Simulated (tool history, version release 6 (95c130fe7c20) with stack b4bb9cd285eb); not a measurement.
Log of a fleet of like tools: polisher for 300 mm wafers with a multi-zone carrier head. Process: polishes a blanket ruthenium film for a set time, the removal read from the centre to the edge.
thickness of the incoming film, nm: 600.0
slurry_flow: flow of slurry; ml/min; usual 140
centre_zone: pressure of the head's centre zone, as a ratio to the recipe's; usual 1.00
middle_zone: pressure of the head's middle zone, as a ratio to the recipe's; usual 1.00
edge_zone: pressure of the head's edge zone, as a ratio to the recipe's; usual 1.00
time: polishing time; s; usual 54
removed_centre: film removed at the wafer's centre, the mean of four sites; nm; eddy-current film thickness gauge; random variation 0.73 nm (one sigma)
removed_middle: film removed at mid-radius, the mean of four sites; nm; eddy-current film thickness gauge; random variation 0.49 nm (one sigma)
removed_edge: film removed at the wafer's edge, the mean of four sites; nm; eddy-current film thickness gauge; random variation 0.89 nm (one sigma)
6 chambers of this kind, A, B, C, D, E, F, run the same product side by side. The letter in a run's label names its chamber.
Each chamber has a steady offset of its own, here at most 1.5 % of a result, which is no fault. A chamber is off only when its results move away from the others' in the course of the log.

run	hour	slurry_flow	centre_zone	middle_zone	edge_zone	time	removed_centre	removed_middle	removed_edge
1A	8.1	140	1.00	1.00	1.00	54	65.945	65.323	64.901
# hour 10.1: chamber F: worn pad replaced by a new one
# hour 11.3: chamber D: centre zone pressure recalibrated
# hour 13.2: chamber A: worn pad replaced by a new one
2D	15.5	140	1.00	1.00	1.00	54	64.672	65.439	65.475
3C	19.4	140	1.00	1.00	1.00	54	66.747	63.800	64.817
4E	23.4	140	1.00	1.00	1.00	54	65.666	64.571	64.460
# hour 25.1: chamber E: worn pad replaced by a new one
# hour 27.7: chamber B: worn pad replaced by a new one
5B	31.5	140	1.00	1.00	1.00	54	64.499	65.364	65.011
6F	35.4	140	1.00	1.00	1.00	54	65.960	64.196	65.473
# hour 43.2: chamber C: worn pad replaced by a new one
7A	43.8	140	0.93	0.88	1.00	54	61.379	59.109	64.666
# hour 50.0: chamber A: edge zone pressure recalibrated
8E	51.5	140	0.93	0.88	1.00	54	59.933	57.609	64.779
9C	57.4	140	0.93	0.88	1.00	54	60.536	57.246	64.320
# hour 60.6: chamber F: centre zone pressure recalibrated
10B	65.4	140	0.93	0.88	1.00	54	60.285	58.059	65.412
# hour 66.4: chamber F: worn pad replaced by a new one
# hour 67.4: chamber D: worn pad replaced by a new one
# hour 72.8: chamber E: worn pad replaced by a new one
11F	73.4	140	0.93	0.88	1.00	54	59.854	58.287	64.249
# hour 79.4: chamber B: worn pad replaced by a new one
12D	80.5	140	0.93	0.88	1.00	54	60.363	57.298	64.205
13C	88.6	140	1.00	1.00	1.00	54	66.898	64.644	63.147
14F	92.3	140	1.00	1.00	1.00	54	63.937	63.823	63.473
# hour 93.1: chamber A: worn pad replaced by a new one
15E	98.9	140	1.00	1.00	1.00	54	64.922	64.567	65.913
16D	106.4	140	1.00	1.00	1.00	54	65.792	65.177	64.975
17B	112.7	140	1.00	1.00	1.00	54	64.376	65.505	64.731
18A	116.8	140	1.00	1.00	1.00	54	66.287	65.252	66.135
# hour 117.7: chamber F: worn pad replaced by a new one
# hour 121.8: chamber E: worn pad replaced by a new one
19E	124.8	140	1.00	1.00	1.00	54	64.647	64.046	64.112
# hour 125.6: chamber F: edge zone pressure recalibrated
# hour 127.1: chamber B: worn pad replaced by a new one
20D	130.9	180	1.00	1.00	1.00	54	68.541	67.521	65.771
# hour 135.0: chamber C: worn pad replaced by a new one
21C	137.0	180	1.00	1.00	1.00	54	70.171	68.533	66.366
# hour 138.2: chamber C: slurry nozzle cleaned
22F	144.6	180	1.00	1.00	1.00	54	64.474	65.682	64.566
# hour 144.7: chamber E: centre zone pressure recalibrated
23B	148.4	180	1.00	1.00	1.00	54	68.365	68.289	67.090
24A	152.7	180	1.00	1.00	1.00	54	68.834	68.925	66.150
# hour 153.6: chamber D: worn pad replaced by a new one
25C	158.5	180	1.00	1.00	1.00	54	70.932	67.922	67.495
26D	162.9	140	1.00	0.96	1.00	68	81.225	78.983	81.866
# hour 163.0: chamber F: worn pad replaced by a new one
27A	167.0	140	1.00	0.96	1.00	68	81.822	78.361	84.239
# hour 172.2: chamber A: worn pad replaced by a new one
28F	173.1	140	1.00	0.96	1.00	68	74.977	74.129	78.545
# hour 177.2: chamber E: worn pad replaced by a new one
29E	177.5	140	1.00	0.96	1.00	68	81.457	79.045	81.973
# hour 177.8: chamber C: centre zone pressure recalibrated
30B	181.6	140	1.00	0.96	1.00	68	81.177	79.426	81.364
# hour 181.7: chamber B: worn pad replaced by a new one
31B	186.7	140	1.00	0.96	1.00	68	81.884	79.344	82.551
32D	190.4	140	1.00	1.00	1.00	54	63.777	64.584	64.883
# hour 196.8: chamber D: edge zone pressure recalibrated
33E	198.1	140	1.00	1.00	1.00	54	63.814	64.673	64.877
34F	203.8	140	1.00	1.00	1.00	54	59.251	59.949	63.391
35C	208.3	140	1.00	1.00	1.00	54	65.694	64.477	64.336
36A	213.6	140	1.00	1.00	1.00	54	66.334	65.859	65.790
# hour 219.6: chamber F: worn pad replaced by a new one
37E	221.8	140	1.00	1.00	1.00	54	65.682	64.321	66.721
# hour 223.8: chamber C: worn pad replaced by a new one
38D	227.6	140	1.00	1.00	1.11	54	64.427	63.893	69.273
39A	231.3	140	1.00	1.00	1.11	54	66.798	65.804	69.335
# hour 238.9: chamber B: worn pad replaced by a new one
40F	238.9	140	1.00	1.00	1.11	54	57.302	57.828	63.852
41C	244.9	140	1.00	1.00	1.11	54	65.602	64.165	67.165
42B	249.6	140	1.00	1.00	1.11	54	64.771	65.076	68.700
43C	254.8	140	1.00	1.00	1.11	54	66.181	64.437	69.027

What goes on in this fleet: one chamber off, a drifting gauge, or nothing beyond the chambers' own small offsets? Name the chamber and the cause, if any.

Chamber F drifts away from the others.
Cause: slurry flow missing at the pad, % = 40.3.

Here are 4 candidates for chamber F's next run, each the usual settings with a change, their results left as question marks. Which one brings its results back in line with what the others give on the usual settings?
In line means no further than this from the other chambers' mean on the usual settings: removed_centre 2.600 nm; removed_middle 1.700 nm; removed_edge 3.100 nm
44F-1	260.8	150	1.03	1.02	0.98	59	?	?	?
44F-2	260.8	120	0.94	0.96	1.04	46	?	?	?
44F-3	260.8	130	0.97	0.98	1.02	49	?	?	?
44F-4	260.8	165	1.07	1.04	0.95	63	?	?	?

The other chambers' mean on the usual settings: removed_centre 65.281 nm; removed_middle 64.907 nm; removed_edge 64.786 nm
run	removed_centre	removed_middle	removed_edge
44F-1	64.781	64.271	64.898
44F-2	41.824	43.956	49.780
44F-3	47.707	49.109	53.432
44F-4	74.471	71.837	69.448
44F-1 brings the chamber back in line.
